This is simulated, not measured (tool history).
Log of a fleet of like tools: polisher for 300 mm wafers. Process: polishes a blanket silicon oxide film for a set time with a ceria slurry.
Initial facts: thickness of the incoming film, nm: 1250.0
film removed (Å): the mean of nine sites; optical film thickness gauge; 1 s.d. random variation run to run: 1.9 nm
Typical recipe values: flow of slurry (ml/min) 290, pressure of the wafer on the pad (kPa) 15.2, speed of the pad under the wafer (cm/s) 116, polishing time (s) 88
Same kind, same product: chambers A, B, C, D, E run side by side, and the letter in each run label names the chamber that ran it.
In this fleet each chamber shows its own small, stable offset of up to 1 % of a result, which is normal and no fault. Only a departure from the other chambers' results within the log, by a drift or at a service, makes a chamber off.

run,day,flow of slurry (ml/min),pressure of the wafer on the pad (kPa),speed of the pad under the wafer (cm/s),polishing time (s),film removed (Å)
1C,0.292,290,15.2,116,88,3006.7
# day 0.404: chamber D: worn pad replaced by a new one
2E,0.604,290,15.2,116,88,2971.7
3D,0.846,290,15.2,116,88,2931.6
# day 1.088: chamber B: worn pad replaced by a new one
4B,1.092,290,15.2,116,88,2990.6
# day 1.479: chamber C: worn pad replaced by a new one
5A,1.525,290,15.2,116,88,2969.9
# day 1.729: chamber B: slurry nozzle cleaned
6C,1.779,290,15.2,116,88,3019.4
7E,2.008,290,15.2,116,88,2974.1
# day 2.108: chamber A: worn pad replaced by a new one
8B,2.300,290,15.2,116,88,2984.2
9D,2.633,290,15.2,116,88,2968.3
10A,2.888,290,20.7,116,88,4090.1
11D,3.329,290,20.7,116,88,4032.3
# day 3.538: chamber E: worn pad replaced by a new one
12B,3.738,290,20.7,116,88,4091.0
13E,4.112,290,20.7,116,88,4054.3
14C,4.350,290,20.7,116,88,4086.0
15A,4.825,290,15.2,116,88,2951.3
# day 4.842: chamber C: slurry nozzle cleaned
# day 4.967: chamber D: worn pad replaced by a new one
16D,5.279,290,15.2,116,88,2955.4
# day 5.288: chamber C: worn pad replaced by a new one
17E,5.612,290,15.2,116,88,2986.3
# day 5.767: chamber D: slurry nozzle cleaned
18B,6.100,290,15.2,116,88,2997.3
19C,6.429,290,15.2,116,88,2982.4
# day 6.600: chamber C: head pressure recalibrated
# day 6.608: chamber A: worn pad replaced by a new one
20A,6.733,290,15.2,116,116,3931.7
21A,7.192,290,15.2,116,116,3927.9
22C,7.571,290,15.2,116,116,4194.3
23E,7.975,290,15.2,116,116,3955.5
# day 8.058: chamber E: worn pad replaced by a new one
24D,8.192,290,15.2,116,116,3900.5
# day 8.475: chamber B: worn pad replaced by a new one
25B,8.562,290,15.2,116,88,2979.0
26C,9.000,290,15.2,116,88,3180.2
# day 9.004: chamber E: slurry nozzle cleaned
# day 9.442: chamber D: worn pad replaced by a new one
27E,9.488,290,15.2,116,88,2998.4
28A,9.792,290,15.2,116,88,2935.1
# day 10.117: chamber B: head pressure recalibrated
29B,10.167,290,15.2,116,88,2992.4
30D,10.442,290,15.2,116,88,2974.5
31E,10.800,290,15.2,116,88,2963.5
32B,11.217,290,15.2,116,88,2981.3
33D,11.588,290,15.2,116,88,2963.7
# day 11.683: chamber A: worn pad replaced by a new one
34A,11.912,290,15.2,116,88,3013.2

Read the log: is a single chamber off, either drifting away or since a service, is the gauge that measures every chamber drifting, or is nothing wrong beyond small per-chamber offsets? Name any odd chamber and what most likely caused it.

After it was serviced, chamber C no longer matches the other chambers.
Likeliest cause: head's pressure above its setpoint, % = 6.28.

Below are 4 candidate recipes for chamber C's next run, each the usual settings with a change, their results shown as question marks. Which of them brings C's results back in line with what the other chambers give on the usual settings?
Maximum distance from the other chambers' mean on the usual settings for a result to count as in line: film removed (Å) 67.0
35C-1,12.267,290,15.2,110,83,?
35C-2,12.267,290,15.2,122,93,?
35C-3,12.267,290,14.5,116,86,?
35C-4,12.267,290,15.9,118,88,?

Other chambers, usual settings, mean: film removed (Å) 2976.4
run,film removed (Å)
35C-1,2859.9
35C-2,3553.5
35C-3,2980.5
35C-4,3402.4
It is 35C-3 that realigns the chamber with its peers.
